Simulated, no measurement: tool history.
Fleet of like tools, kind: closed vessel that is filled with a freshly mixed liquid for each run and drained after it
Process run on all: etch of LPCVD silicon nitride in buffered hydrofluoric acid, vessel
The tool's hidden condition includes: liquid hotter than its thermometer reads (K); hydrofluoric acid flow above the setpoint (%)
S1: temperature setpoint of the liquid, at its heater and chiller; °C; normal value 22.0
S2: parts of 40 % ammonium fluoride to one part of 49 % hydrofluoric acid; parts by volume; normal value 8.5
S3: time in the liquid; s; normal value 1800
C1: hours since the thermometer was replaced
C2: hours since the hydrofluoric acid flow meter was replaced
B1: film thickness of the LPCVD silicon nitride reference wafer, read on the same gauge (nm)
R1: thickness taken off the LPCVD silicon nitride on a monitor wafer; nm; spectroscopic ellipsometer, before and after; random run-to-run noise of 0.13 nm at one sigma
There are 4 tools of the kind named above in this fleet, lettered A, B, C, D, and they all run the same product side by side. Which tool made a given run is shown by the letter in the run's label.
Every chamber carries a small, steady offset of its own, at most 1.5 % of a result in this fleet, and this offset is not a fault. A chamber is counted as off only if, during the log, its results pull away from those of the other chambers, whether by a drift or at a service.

run,hour,S1,S2,S3,C1,C2,B1,R1
1A,3.2,22.0,8.5,1800,821.1,57.3,120.02,25.612
2D,7.0,22.0,8.5,1800,641.8,398.7,119.99,25.638
3B,10.0,22.0,8.5,1800,90.9,1226.8,120.01,25.124
4C,12.7,22.0,8.5,1800,1230.3,362.1,119.99,24.974
5A,16.0,22.0,8.5,1800,833.9,70.1,120.01,25.322
6C,19.8,22.0,8.5,1800,1237.4,369.2,120.02,24.756
7B,23.4,22.0,8.5,1800,104.3,1240.2,119.98,25.217
8D,25.8,22.0,8.5,1800,660.6,417.5,120.01,25.735
9B,28.9,22.0,8.5,1800,109.8,1245.7,120.01,25.333
10C,33.9,22.0,8.5,1800,1251.5,383.3,119.98,24.819
11A,37.1,22.0,8.5,1800,855.0,91.2,119.99,25.313
12D,42.3,22.0,8.5,1800,677.1,434.0,120.01,26.483
13B,46.6,22.0,8.5,1800,127.5,1263.4,119.99,25.114
14C,51.8,22.0,8.5,1480,1269.4,401.2,119.99,20.588
15D,55.8,22.0,8.5,1480,690.6,447.5,120.01,22.061
16A,59.2,22.0,8.5,1480,877.1,113.3,120.02,20.816
17B,61.6,22.0,8.5,1480,142.5,1278.4,119.97,20.692
18D,65.3,24.5,6.0,1800,700.1,457.0,120.01,43.272
19A,67.9,24.5,6.0,1800,885.8,122.0,120.02,40.908
20C,71.3,24.5,6.0,1800,1288.9,420.7,119.99,40.840
21A,76.4,24.5,6.0,1800,894.3,130.5,120.00,40.900
22B,78.9,22.0,8.5,1800,159.8,1295.7,119.98,25.218
23C,82.0,22.0,8.5,1800,1299.6,431.4,120.02,25.100
24D,85.4,22.0,8.5,1800,720.2,477.1,119.99,27.106

Next, all 4 chambers run the settings below, one line each with question marks for the results. What does each chamber give?
25A,89.2,22.0,5.0,1800,,,,?
25B,89.2,22.0,5.0,1800,,,,?
25C,89.2,22.0,5.0,1800,,,,?
25D,89.2,22.0,5.0,1800,,,,?

run,R1
25A,41.747
25B,41.309
25C,41.804
25D,44.865
